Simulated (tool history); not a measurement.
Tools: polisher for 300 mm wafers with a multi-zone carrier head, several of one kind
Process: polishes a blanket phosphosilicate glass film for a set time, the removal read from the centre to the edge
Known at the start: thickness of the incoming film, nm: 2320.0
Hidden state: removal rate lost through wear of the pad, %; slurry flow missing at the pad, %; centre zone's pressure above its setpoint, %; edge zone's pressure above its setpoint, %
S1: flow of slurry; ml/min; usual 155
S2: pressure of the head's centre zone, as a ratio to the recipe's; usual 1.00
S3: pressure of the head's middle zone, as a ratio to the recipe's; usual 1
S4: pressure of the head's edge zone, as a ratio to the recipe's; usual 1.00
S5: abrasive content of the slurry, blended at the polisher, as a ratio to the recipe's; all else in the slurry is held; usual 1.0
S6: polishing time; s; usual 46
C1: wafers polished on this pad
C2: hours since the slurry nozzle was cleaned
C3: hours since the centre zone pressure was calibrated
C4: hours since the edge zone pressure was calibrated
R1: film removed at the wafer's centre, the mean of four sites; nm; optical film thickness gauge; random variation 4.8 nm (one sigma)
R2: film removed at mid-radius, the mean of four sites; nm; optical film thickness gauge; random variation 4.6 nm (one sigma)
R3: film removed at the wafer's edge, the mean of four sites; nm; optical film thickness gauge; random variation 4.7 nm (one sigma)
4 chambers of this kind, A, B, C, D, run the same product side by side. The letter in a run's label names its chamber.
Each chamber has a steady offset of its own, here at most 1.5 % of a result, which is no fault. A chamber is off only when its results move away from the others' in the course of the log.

-- hour=7.5 chamber C: worn pad replaced by a new one
run 1B hour=9.7 | S1=155 S2=1.00 S3=1 S4=1.00 S5=1.0 S6=46 | C1=772 C2=400.5 C3=821.4 C4=835.0 | R1=535.57 R2=529.69 R3=532.87
run 2A hour=18.8 | S1=155 S2=1.00 S3=1 S4=1.00 S5=1.0 S6=46 | C1=318 C2=453.8 C3=109.4 C4=127.5 | R1=529.55 R2=530.00 R3=533.41
-- hour=20.8 chamber C: edge zone pressure recalibrated
run 3D hour=31.9 | S1=155 S2=1.00 S3=1 S4=1.00 S5=1.0 S6=46 | C1=564 C2=235.2 C3=83.1 C4=84.0 | R1=540.13 R2=529.31 R3=522.53
-- hour=35.5 chamber B: worn pad replaced by a new one
run 4C hour=44.0 | S1=155 S2=1.00 S3=1 S4=1.00 S5=1.0 S6=46 | C1=443 C2=183.5 C3=211.5 C4=23.2 | R1=530.40 R2=526.37 R3=527.08
-- hour=55.2 chamber D: worn pad replaced by a new one
-- hour=58.1 chamber A: worn pad replaced by a new one
run 5B hour=58.3 | S1=155 S2=1.00 S3=1 S4=1.00 S5=1.0 S6=46 | C1=277 C2=449.1 C3=870.0 C4=883.6 | R1=528.38 R2=518.78 R3=532.40
run 6A hour=73.3 | S1=155 S2=1.00 S3=1 S4=0.92 S5=1.0 S6=46 | C1=185 C2=508.3 C3=163.9 C4=182.0 | R1=535.90 R2=527.27 R3=504.99
-- hour=85.8 chamber C: worn pad replaced by a new one
-- hour=87.9 chamber A: slurry nozzle cleaned
run 7D hour=88.3 | S1=155 S2=1.00 S3=1 S4=0.92 S5=1.0 S6=46 | C1=401 C2=291.6 C3=139.5 C4=140.4 | R1=533.73 R2=520.19 R3=500.84
run 8C hour=97.7 | S1=155 S2=1.00 S3=1 S4=0.92 S5=1.0 S6=46 | C1=144 C2=237.2 C3=265.2 C4=76.9 | R1=527.49 R2=533.63 R3=516.31
run 9D hour=110.7 | S1=155 S2=1.00 S3=1 S4=0.92 S5=1.0 S6=46 | C1=673 C2=314.0 C3=161.9 C4=162.8 | R1=536.87 R2=529.66 R3=500.63
-- hour=120.4 chamber B: worn pad replaced by a new one
run 10A hour=124.4 | S1=155 S2=1.00 S3=1 S4=1.00 S5=1.0 S6=46 | C1=805 C2=36.6 C3=215.0 C4=233.1 | R1=527.50 R2=538.16 R3=519.45
run 11C hour=134.7 | S1=155 S2=1.00 S3=1 S4=1.00 S5=1.0 S6=46 | C1=593 C2=274.2 C3=302.2 C4=113.9 | R1=536.07 R2=520.98 R3=528.36
-- hour=140.4 chamber D: worn pad replaced by a new one
-- hour=140.4 chamber A: worn pad replaced by a new one
run 12B hour=145.1 | S1=155 S2=1.00 S3=1 S4=1.00 S5=1.0 S6=46 | C1=299 C2=535.9 C3=956.8 C4=970.4 | R1=529.04 R2=520.56 R3=526.13
run 13C hour=155.1 | S1=155 S2=1.00 S3=1 S4=1.00 S5=1.0 S6=46 | C1=841 C2=294.6 C3=322.6 C4=134.3 | R1=532.61 R2=529.03 R3=525.83
run 14B hour=168.4 | S1=155 S2=1.00 S3=1 S4=1.00 S5=1.0 S6=46 | C1=582 C2=559.2 C3=980.1 C4=993.7 | R1=530.57 R2=530.82 R3=524.46
-- hour=177.6 chamber C: centre zone pressure recalibrated
run 15D hour=179.0 | S1=155 S2=0.93 S3=1 S4=1.00 S5=1.0 S6=31 | C1=468 C2=382.3 C3=230.2 C4=231.1 | R1=335.12 R2=354.27 R3=352.25
-- hour=184.5 chamber C: worn pad replaced by a new one
run 16A hour=190.0 | S1=155 S2=0.93 S3=1 S4=1.00 S5=1.0 S6=31 | C1=602 C2=102.2 C3=280.6 C4=298.7 | R1=333.11 R2=353.02 R3=351.69
run 17A hour=203.6 | S1=155 S2=0.93 S3=1 S4=1.00 S5=1.0 S6=31 | C1=767 C2=115.8 C3=294.2 C4=312.3 | R1=327.54 R2=353.92 R3=349.18
-- hour=204.1 chamber D: slurry nozzle cleaned
-- hour=208.5 chamber B: worn pad replaced by a new one
-- hour=210.1 chamber D: worn pad replaced by a new one
run 18D hour=218.2 | S1=155 S2=0.93 S3=1 S4=1.00 S5=1.0 S6=31 | C1=98 C2=14.1 C3=269.4 C4=270.3 | R1=333.14 R2=363.62 R3=356.54
-- hour=220.6 chamber A: worn pad replaced by a new one
run 19B hour=225.3 | S1=155 S2=1.00 S3=1 S4=1.00 S5=1.0 S6=46 | C1=205 C2=616.1 C3=1037.0 C4=1050.6 | R1=526.75 R2=528.66 R3=523.51
run 20C hour=234.6 | S1=155 S2=1.00 S3=1 S4=1.00 S5=1.0 S6=46 | C1=607 C2=374.1 C3=57.1 C4=213.8 | R1=532.07 R2=526.43 R3=523.27
run 21C hour=245.5 | S1=155 S2=1.00 S3=1 S4=1.00 S5=1.0 S6=46 | C1=740 C2=385.0 C3=68.0 C4=224.7 | R1=529.27 R2=527.11 R3=528.66
run 22B hour=253.9 | S1=155 S2=1.00 S3=1 S4=1.00 S5=1.0 S6=46 | C1=551 C2=644.7 C3=1065.6 C4=1079.2 | R1=530.06 R2=525.54 R3=534.57
-- hour=256.8 chamber B: centre zone pressure recalibrated
run 23D hour=266.7 | S1=155 S2=0.95 S3=1 S4=1.00 S5=1.3 S6=46 | C1=686 C2=62.6 C3=317.9 C4=318.8 | R1=568.68 R2=593.59 R3=591.53
-- hour=276.3 chamber C: worn pad replaced by a new one
run 24A hour=281.2 | S1=155 S2=0.95 S3=1 S4=1.00 S5=1.3 S6=46 | C1=735 C2=193.4 C3=371.8 C4=389.9 | R1=554.37 R2=591.32 R3=586.14
run 25D hour=288.8 | S1=155 S2=0.95 S3=1 S4=1.00 S5=1.3 S6=46 | C1=955 C2=84.7 C3=340.0 C4=340.9 | R1=568.36 R2=589.43 R3=585.74
-- hour=290.2 chamber D: worn pad replaced by a new one
-- hour=294.1 chamber B: slurry nozzle cleaned
run 26C hour=296.6 | S1=155 S2=0.95 S3=1 S4=1.00 S5=1.3 S6=46 | C1=247 C2=436.1 C3=119.1 C4=275.8 | R1=565.44 R2=582.22 R3=586.80
-- hour=296.8 chamber B: worn pad replaced by a new one
-- hour=297.6 chamber A: worn pad replaced by a new one
run 27A hour=303.6 | S1=155 S2=1.00 S3=1 S4=1.00 S5=1.0 S6=46 | C1=72 C2=215.8 C3=394.2 C4=412.3 | R1=533.88 R2=531.33 R3=525.32
run 28B hour=311.7 | S1=155 S2=1.00 S3=1 S4=1.00 S5=1.0 S6=46 | C1=181 C2=17.6 C3=55.0 C4=1137.0 | R1=531.61 R2=529.83 R3=532.82
run 29B hour=326.7 | S1=155 S2=1.00 S3=1 S4=1.00 S5=1.0 S6=46 | C1=363 C2=32.6 C3=70.0 C4=1152.0 | R1=531.50 R2=536.35 R3=532.39
run 30A hour=333.6 | S1=155 S2=1.00 S3=1 S4=1.00 S5=1.0 S6=52 | C1=436 C2=245.8 C3=424.2 C4=442.3 | R1=597.38 R2=579.23 R3=588.75
-- hour=339.8 chamber A: edge zone pressure recalibrated
run 31C hour=347.1 | S1=155 S2=1.00 S3=1 S4=1.00 S5=1.0 S6=52 | C1=859 C2=486.6 C3=169.6 C4=326.3 | R1=600.02 R2=594.61 R3=610.88
run 32D hour=359.7 | S1=155 S2=1.00 S3=1 S4=1.00 S5=1.0 S6=52 | C1=843 C2=155.6 C3=410.9 C4=411.8 | R1=603.46 R2=598.71 R3=597.32
run 33B hour=368.5 | S1=155 S2=1.00 S3=1 S4=1.00 S5=1.0 S6=52 | C1=871 C2=74.4 C3=111.8 C4=1193.8 | R1=604.73 R2=591.01 R3=595.50
-- hour=379.4 chamber A: worn pad replaced by a new one
run 34A hour=383.0 | S1=155 S2=1.00 S3=1 S4=1.00 S5=1.0 S6=46 | C1=44 C2=295.2 C3=473.6 C4=43.3 | R1=535.26 R2=526.30 R3=527.28

Is one chamber off against the others, does the gauge drift, or is nothing wrong? If a chamber is off, say which, and what the likeliest cause is.

No chamber stands off beyond its own small offset, and the gauge holds steady.
